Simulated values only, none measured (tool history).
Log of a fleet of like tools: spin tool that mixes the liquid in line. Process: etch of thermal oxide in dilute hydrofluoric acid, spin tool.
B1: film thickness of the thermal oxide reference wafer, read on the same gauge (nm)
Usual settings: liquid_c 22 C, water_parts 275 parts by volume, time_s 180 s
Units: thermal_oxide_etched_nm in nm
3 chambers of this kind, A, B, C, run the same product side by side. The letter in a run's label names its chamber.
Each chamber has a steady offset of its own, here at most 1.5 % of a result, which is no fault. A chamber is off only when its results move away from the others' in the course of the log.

-- hour=0.3 chamber A: thermometer replaced
run 1C hour=4.5 | liquid_c=22 water_parts=275 time_s=180 | B1=40.049 | thermal_oxide_etched_nm=2.5713
run 2A hour=12.4 | liquid_c=22 water_parts=275 time_s=180 | B1=39.997 | thermal_oxide_etched_nm=2.5705
run 3B hour=19.9 | liquid_c=22 water_parts=275 time_s=180 | B1=39.992 | thermal_oxide_etched_nm=2.6057
run 4B hour=25 | liquid_c=22 water_parts=275 time_s=180 | B1=39.991 | thermal_oxide_etched_nm=2.5656
run 5C hour=30.7 | liquid_c=22 water_parts=210 time_s=265 | B1=39.984 | thermal_oxide_etched_nm=5.2307
run 6A hour=38.5 | liquid_c=22 water_parts=210 time_s=265 | B1=40.013 | thermal_oxide_etched_nm=5.2001
run 7C hour=45.9 | liquid_c=22 water_parts=210 time_s=265 | B1=39.997 | thermal_oxide_etched_nm=5.2003
run 8A hour=51.3 | liquid_c=22 water_parts=275 time_s=180 | B1=40.022 | thermal_oxide_etched_nm=2.551
run 9B hour=57.3 | liquid_c=22 water_parts=275 time_s=180 | B1=39.985 | thermal_oxide_etched_nm=2.5641
run 10B hour=63.3 | liquid_c=22 water_parts=275 time_s=180 | B1=39.994 | thermal_oxide_etched_nm=2.561
run 11A hour=70.9 | liquid_c=22 water_parts=275 time_s=180 | B1=40.002 | thermal_oxide_etched_nm=2.5609
run 12C hour=74.6 | liquid_c=22 water_parts=275 time_s=180 | B1=39.99 | thermal_oxide_etched_nm=2.5318
run 13C hour=81.9 | liquid_c=19.5 water_parts=405 time_s=180 | B1=40.003 | thermal_oxide_etched_nm=1.4131
run 14B hour=86.4 | liquid_c=19.5 water_parts=405 time_s=180 | B1=39.958 | thermal_oxide_etched_nm=1.4415
run 15A hour=90.1 | liquid_c=19.5 water_parts=405 time_s=180 | B1=39.988 | thermal_oxide_etched_nm=1.4131
run 16A hour=93.9 | liquid_c=22 water_parts=275 time_s=180 | B1=40.016 | thermal_oxide_etched_nm=2.6022
run 17C hour=100.8 | liquid_c=22 water_parts=275 time_s=180 | B1=40.015 | thermal_oxide_etched_nm=2.5313
run 18B hour=108.5 | liquid_c=22 water_parts=275 time_s=180 | B1=40.04 | thermal_oxide_etched_nm=2.673
run 19C hour=114.1 | liquid_c=22 water_parts=275 time_s=180 | B1=40.005 | thermal_oxide_etched_nm=2.5206
run 20A hour=121.1 | liquid_c=22 water_parts=275 time_s=180 | B1=40.017 | thermal_oxide_etched_nm=2.5531
run 21B hour=126.4 | liquid_c=22 water_parts=275 time_s=180 | B1=39.992 | thermal_oxide_etched_nm=2.6975
run 22A hour=133.3 | liquid_c=22 water_parts=275 time_s=180 | B1=39.989 | thermal_oxide_etched_nm=2.6157
run 23B hour=137.8 | liquid_c=18 water_parts=275 time_s=180 | B1=40.008 | thermal_oxide_etched_nm=2.3506
run 24C hour=142.6 | liquid_c=18 water_parts=275 time_s=180 | B1=39.979 | thermal_oxide_etched_nm=2.1677
run 25C hour=150.8 | liquid_c=18 water_parts=275 time_s=180 | B1=39.995 | thermal_oxide_etched_nm=2.155
run 26B hour=154.9 | liquid_c=22 water_parts=275 time_s=180 | B1=39.972 | thermal_oxide_etched_nm=2.778
run 27A hour=160.2 | liquid_c=22 water_parts=275 time_s=180 | B1=39.979 | thermal_oxide_etched_nm=2.5609
run 28B hour=165.4 | liquid_c=22 water_parts=275 time_s=180 | B1=39.987 | thermal_oxide_etched_nm=2.768
run 29A hour=173.2 | liquid_c=22 water_parts=275 time_s=180 | B1=40 | thermal_oxide_etched_nm=2.5842
run 30C hour=180.6 | liquid_c=22 water_parts=275 time_s=180 | B1=40.022 | thermal_oxide_etched_nm=2.5284
run 31A hour=188.1 | liquid_c=22 water_parts=275 time_s=180 | B1=40.009 | thermal_oxide_etched_nm=2.5745
run 32B hour=196.2 | liquid_c=26.5 water_parts=275 time_s=180 | B1=40.026 | thermal_oxide_etched_nm=3.2913
run 33C hour=202.3 | liquid_c=26.5 water_parts=275 time_s=180 | B1=39.983 | thermal_oxide_etched_nm=3.0222
run 34B hour=208.3 | liquid_c=26.5 water_parts=275 time_s=180 | B1=40.012 | thermal_oxide_etched_nm=3.3425
run 35A hour=215.4 | liquid_c=22 water_parts=275 time_s=180 | B1=39.999 | thermal_oxide_etched_nm=2.5543

What goes on in this fleet: one chamber off, a drifting gauge, or nothing beyond the chambers' own small offsets? Name the chamber and the cause, if any.

Chamber B drifts away from the others.
Cause: hydrofluoric acid flow above the setpoint (%) = 9.32.

Here are 4 candidates for chamber B's next run, each the usual settings with a change, their results left as question marks. Which one brings its results back in line with what the others give on the usual settings?
In line means no further than this from the other chambers' mean on the usual settings: thermal_oxide_etched_nm 0.082 nm
run 36B-1 hour=221.3 | liquid_c=23.5 water_parts=275 time_s=180 | thermal_oxide_etched_nm=?
run 36B-2 hour=221.3 | liquid_c=22 water_parts=260 time_s=190 | thermal_oxide_etched_nm=?
run 36B-3 hour=221.3 | liquid_c=20.5 water_parts=275 time_s=180 | thermal_oxide_etched_nm=?
run 36B-4 hour=221.3 | liquid_c=19 water_parts=275 time_s=180 | thermal_oxide_etched_nm=?

The other chambers' mean on the usual settings: thermal_oxide_etched_nm 2.5502 nm
run=36B-1 thermal_oxide_etched_nm=3.0193
run=36B-2 thermal_oxide_etched_nm=3.2339
run=36B-3 thermal_oxide_etched_nm=2.706
run=36B-4 thermal_oxide_etched_nm=2.5585
36B-4 brings the chamber back in line.

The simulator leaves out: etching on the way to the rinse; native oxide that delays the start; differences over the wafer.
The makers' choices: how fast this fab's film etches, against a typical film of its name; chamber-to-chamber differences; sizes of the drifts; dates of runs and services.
